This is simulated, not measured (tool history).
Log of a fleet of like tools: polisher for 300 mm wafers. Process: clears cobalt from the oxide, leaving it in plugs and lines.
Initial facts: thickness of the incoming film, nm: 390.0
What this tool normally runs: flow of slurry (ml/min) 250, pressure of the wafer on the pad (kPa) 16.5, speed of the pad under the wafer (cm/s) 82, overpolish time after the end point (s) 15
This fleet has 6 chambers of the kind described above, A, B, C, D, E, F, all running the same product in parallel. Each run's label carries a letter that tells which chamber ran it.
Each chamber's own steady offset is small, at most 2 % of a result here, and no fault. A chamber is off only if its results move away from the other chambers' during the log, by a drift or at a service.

run,hour,flow of slurry (ml/min),pressure of the wafer on the pad (kPa),speed of the pad under the wafer (cm/s),overpolish time after the end point (s),wafers polished on this pad,hours since the slurry nozzle was cleaned,hours since the head pressure was calibrated,time until the end point was called (s),dishing of a wide line in a test structure (angstrom)
1E,4.4,250,16.5,82,15,527,252.4,213.2,83.215,434.23
# hour 6.4: chamber C: worn pad replaced by a new one
# hour 9.2: chamber E: slurry nozzle cleaned
2B,10.8,250,16.5,82,15,392,120.2,282.7,84.887,438.81
3A,15.3,250,16.5,82,15,629,452.3,239.9,80.829,436.42
4D,21.2,250,16.5,82,15,294,89.1,166.8,81.570,435.92
# hour 22.9: chamber E: worn pad replaced by a new one
# hour 30.3: chamber B: worn pad replaced by a new one
5F,30.8,250,16.5,82,15,1116,60.3,465.1,84.584,442.44
# hour 36.1: chamber F: worn pad replaced by a new one
6C,40.1,250,16.5,82,15,439,45.2,688.6,80.556,444.94
7B,46.4,250,16.5,82,7,210,155.8,318.3,83.550,263.65
# hour 54.7: chamber C: worn pad replaced by a new one
8A,54.7,250,16.5,82,7,1142,491.7,279.3,82.300,258.20
# hour 56.0: chamber D: worn pad replaced by a new one
9C,62.8,250,16.5,82,7,105,67.9,711.3,82.140,261.58
# hour 67.2: chamber A: worn pad replaced by a new one
10D,69.7,250,16.5,82,7,178,137.6,215.3,80.704,252.28
11F,74.8,250,16.5,82,7,503,104.3,509.1,82.935,268.94
# hour 80.6: chamber E: worn pad replaced by a new one
12E,83.8,250,16.5,82,7,42,74.6,292.6,83.368,260.02
# hour 87.0: chamber B: worn pad replaced by a new one
13D,90.2,250,16.5,82,15,445,158.1,235.8,83.131,434.88
# hour 91.6: chamber A: slurry nozzle cleaned
14B,94.9,250,16.5,82,15,102,204.3,366.8,85.770,426.09
15F,99.7,250,16.5,82,15,827,129.2,534.0,83.972,431.62
16A,108.9,250,16.5,82,15,543,17.3,333.5,82.450,416.53
# hour 111.7: chamber D: worn pad replaced by a new one
# hour 115.2: chamber C: worn pad replaced by a new one
17E,118.9,250,16.5,82,15,499,109.7,327.7,79.933,438.24
18C,123.3,250,16.5,82,15,105,128.4,771.8,83.220,458.42
19E,129.2,250,16.5,82,15,633,120.0,338.0,79.882,459.17
# hour 133.3: chamber B: worn pad replaced by a new one
20F,139.2,250,16.5,82,15,1341,168.7,573.5,83.943,433.02
# hour 140.2: chamber B: slurry nozzle cleaned
# hour 142.7: chamber F: worn pad replaced by a new one
# hour 146.3: chamber A: worn pad replaced by a new one
# hour 146.4: chamber E: worn pad replaced by a new one
21D,147.7,250,16.5,82,15,468,215.6,293.3,84.069,440.86
# hour 153.5: chamber B: head pressure recalibrated
22C,156.0,200,16.5,82,10,531,161.1,804.5,84.821,339.05
23A,164.6,200,16.5,82,10,238,73.0,389.2,83.673,336.72
# hour 164.9: chamber C: worn pad replaced by a new one
24B,171.1,200,16.5,82,10,492,30.9,17.6,86.341,333.95
# hour 172.4: chamber D: worn pad replaced by a new one
25A,177.2,200,16.5,82,10,402,85.6,401.8,83.648,341.91
26D,185.0,200,16.5,82,10,164,252.9,330.6,84.377,316.55
# hour 188.1: chamber B: worn pad replaced by a new one
27B,191.5,200,16.5,82,10,44,51.3,38.0,85.509,329.99
28C,196.2,250,16.5,82,15,407,201.3,844.7,83.657,453.44
29E,204.5,250,16.5,82,15,756,195.3,413.3,77.076,451.24
# hour 214.5: chamber C: worn pad replaced by a new one
# hour 214.5: chamber E: worn pad replaced by a new one
30F,214.6,250,16.5,82,15,935,244.1,648.9,84.038,423.65
31C,220.5,250,11.7,82,22,78,225.6,869.0,117.290,446.17
# hour 221.1: chamber A: worn pad replaced by a new one
# hour 221.9: chamber D: head pressure recalibrated
32E,228.3,250,11.7,82,22,180,219.1,437.1,105.900,458.27
# hour 232.8: chamber D: worn pad replaced by a new one
33A,233.7,250,11.7,82,22,164,142.1,458.3,115.230,436.32
34D,239.4,250,11.7,82,22,86,307.3,17.5,115.950,453.72
# hour 245.6: chamber B: worn pad replaced by a new one
35B,248.1,250,11.7,82,22,32,107.9,94.6,116.440,443.98
# hour 251.8: chamber F: worn pad replaced by a new one
36F,252.8,250,11.7,82,22,13,282.3,687.1,119.010,450.84
37D,260.2,250,16.5,82,15,356,328.1,38.3,82.727,444.93
# hour 262.0: chamber C: worn pad replaced by a new one
38C,267.6,250,16.5,82,15,73,272.7,916.1,82.700,468.74

Each of the 6 chambers runs these same settings next. Fill in every chamber's results:
39A,274.9,335,16.5,82,15,,,,?,?
39B,274.9,335,16.5,82,15,,,,?,?
39C,274.9,335,16.5,82,15,,,,?,?
39D,274.9,335,16.5,82,15,,,,?,?
39E,274.9,335,16.5,82,15,,,,?,?
39F,274.9,335,16.5,82,15,,,,?,?

run,time until the end point was called (s),dishing of a wide line in a test structure (angstrom)
39A,80.510,435.99
39B,83.714,432.05
39C,78.960,437.47
39D,80.481,439.32
39E,75.392,448.16
39F,81.230,439.80
